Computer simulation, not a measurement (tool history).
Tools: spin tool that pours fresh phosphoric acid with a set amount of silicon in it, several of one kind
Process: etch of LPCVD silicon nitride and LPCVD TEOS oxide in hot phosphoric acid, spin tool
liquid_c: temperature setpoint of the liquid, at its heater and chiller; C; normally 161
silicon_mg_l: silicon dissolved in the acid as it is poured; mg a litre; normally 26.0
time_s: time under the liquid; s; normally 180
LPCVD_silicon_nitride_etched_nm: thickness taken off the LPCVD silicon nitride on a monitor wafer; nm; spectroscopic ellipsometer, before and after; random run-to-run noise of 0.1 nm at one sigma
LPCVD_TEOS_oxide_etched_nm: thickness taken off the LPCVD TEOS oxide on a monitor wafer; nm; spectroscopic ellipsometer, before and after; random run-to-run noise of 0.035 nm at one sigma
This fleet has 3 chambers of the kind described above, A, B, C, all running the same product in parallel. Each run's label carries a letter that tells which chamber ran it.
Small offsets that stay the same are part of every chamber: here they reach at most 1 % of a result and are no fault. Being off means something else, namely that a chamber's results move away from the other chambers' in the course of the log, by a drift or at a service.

run,day,liquid_c,silicon_mg_l,time_s,hours since the thermometer was replaced,hours since the dissolved silicon flow meter was replaced,hours since the heated supply line was repaired,"read-back film thickness of the LPCVD silicon nitride reference wafer, read on the same gauge (nm)","read-back film thickness of the LPCVD TEOS oxide reference wafer, read on the same gauge (nm)",LPCVD_silicon_nitride_etched_nm,LPCVD_TEOS_oxide_etched_nm
1C,0.221,161,26.0,180,1451.0,757.2,3374.8,50.011,119.99,17.207,0.33888
2A,0.412,161,26.0,180,277.9,1297.8,945.6,49.981,119.97,17.314,0.30273
3B,0.571,161,26.0,180,1371.5,496.8,1012.8,50.010,120.02,17.361,0.36350
4C,0.808,161,26.0,180,1465.1,771.3,3388.9,50.041,120.02,17.293,0.29137
5A,1.042,161,26.0,180,293.0,1312.9,960.7,50.035,120.00,17.140,0.24295
6B,1.258,161,26.0,180,1388.0,513.3,1029.3,50.026,119.98,17.629,0.25229
7C,1.392,161,26.0,180,1479.1,785.3,3402.9,49.970,119.97,17.178,0.32752
8B,1.575,161,26.0,180,1395.6,520.9,1036.9,49.932,119.99,17.291,0.36441
# day 1.604: chamber C: heated supply line repaired
9A,1.812,161,26.0,180,311.5,1331.4,979.2,50.011,120.01,17.253,0.30408
10C,1.975,161,26.0,180,1493.1,799.3,8.9,49.998,120.00,17.339,0.30164
11B,2.192,161,26.0,180,1410.4,535.7,1051.7,50.012,120.00,17.244,0.29093
12A,2.312,161,26.0,180,323.5,1343.4,991.2,49.960,120.05,17.443,0.28530
13A,2.492,161,26.0,180,327.8,1347.7,995.5,50.020,120.04,17.494,0.27359
14C,2.679,161,26.0,180,1510.0,816.2,25.8,49.957,119.99,17.324,0.33177
15B,2.871,161,26.0,180,1426.7,552.0,1068.0,50.006,120.01,17.241,0.29409
16A,3.104,161,26.0,180,342.5,1362.4,1010.2,49.979,120.03,17.192,0.29052
# day 3.125: chamber B: heated supply line repaired
17C,3.312,161,26.0,180,1525.2,831.4,41.0,50.009,120.02,17.326,0.27458
18B,3.550,161,26.0,180,1443.0,568.3,10.2,50.028,120.02,17.392,0.27892
19B,3.658,161,26.0,180,1445.6,570.9,12.8,50.026,119.98,17.432,0.28841
20A,3.879,161,26.0,180,361.1,1381.0,1028.8,50.047,120.01,17.331,0.31593
21C,4.112,161,26.0,260,1544.4,850.6,60.2,50.015,119.99,25.058,0.39571
22B,4.225,161,26.0,260,1459.2,584.5,26.4,50.001,120.00,25.175,0.39929
23C,4.454,161,26.0,260,1552.6,858.8,68.4,49.983,120.03,25.042,0.52185
24A,4.671,164,26.0,180,380.1,1400.0,1047.8,50.013,120.02,18.969,0.41502
25C,4.800,164,26.0,180,1560.9,867.1,76.7,50.007,119.99,19.125,0.43515
26A,5.038,164,26.0,180,388.9,1408.8,1056.6,49.973,120.04,19.153,0.38090
27B,5.171,161,26.0,180,1481.9,607.2,49.1,50.018,119.98,17.331,0.35288
28A,5.367,161,26.0,180,396.8,1416.7,1064.5,50.035,119.99,17.167,0.35611
29C,5.488,161,26.0,180,1577.4,883.6,93.2,49.992,119.98,17.381,0.34836
30B,5.683,161,26.0,180,1494.2,619.5,61.4,50.008,120.00,17.346,0.31348
31A,5.800,161,26.0,180,407.2,1427.1,1074.9,50.025,120.02,17.429,0.28982
32C,6.029,161,26.0,180,1590.4,896.6,106.2,49.959,119.95,17.345,0.34330
33B,6.171,160,33.5,180,1505.9,631.2,73.1,50.015,119.98,16.746,0.18039
34B,6.312,160,33.5,180,1509.3,634.6,76.5,50.018,120.01,16.939,0.23148
35A,6.467,160,33.5,180,423.2,1443.1,1090.9,50.054,120.02,16.707,0.22414
36C,6.629,161,26.0,180,1604.8,911.0,120.6,49.966,119.98,17.294,0.27130
37A,6.825,161,26.0,180,431.8,1451.7,1099.5,49.985,119.97,17.146,0.28072
38C,6.983,161,26.0,180,1613.3,919.5,129.1,50.028,120.00,17.281,0.34123
39B,7.212,161,26.0,180,1530.9,656.2,98.1,49.943,119.99,17.391,0.28240
40C,7.462,161,26.0,180,1624.8,931.0,140.6,49.986,119.96,17.373,0.33481

The same settings go to every chamber for the next run, one line per chamber below. Forecast the results for each:
41A,7.642,162,26.0,180,,,,,,?,?
41B,7.642,162,26.0,180,,,,,,?,?
41C,7.642,162,26.0,180,,,,,,?,?

run,LPCVD_silicon_nitride_etched_nm,LPCVD_TEOS_oxide_etched_nm
41A,17.884,0.36777
41B,17.902,0.26879
41C,17.793,0.34256
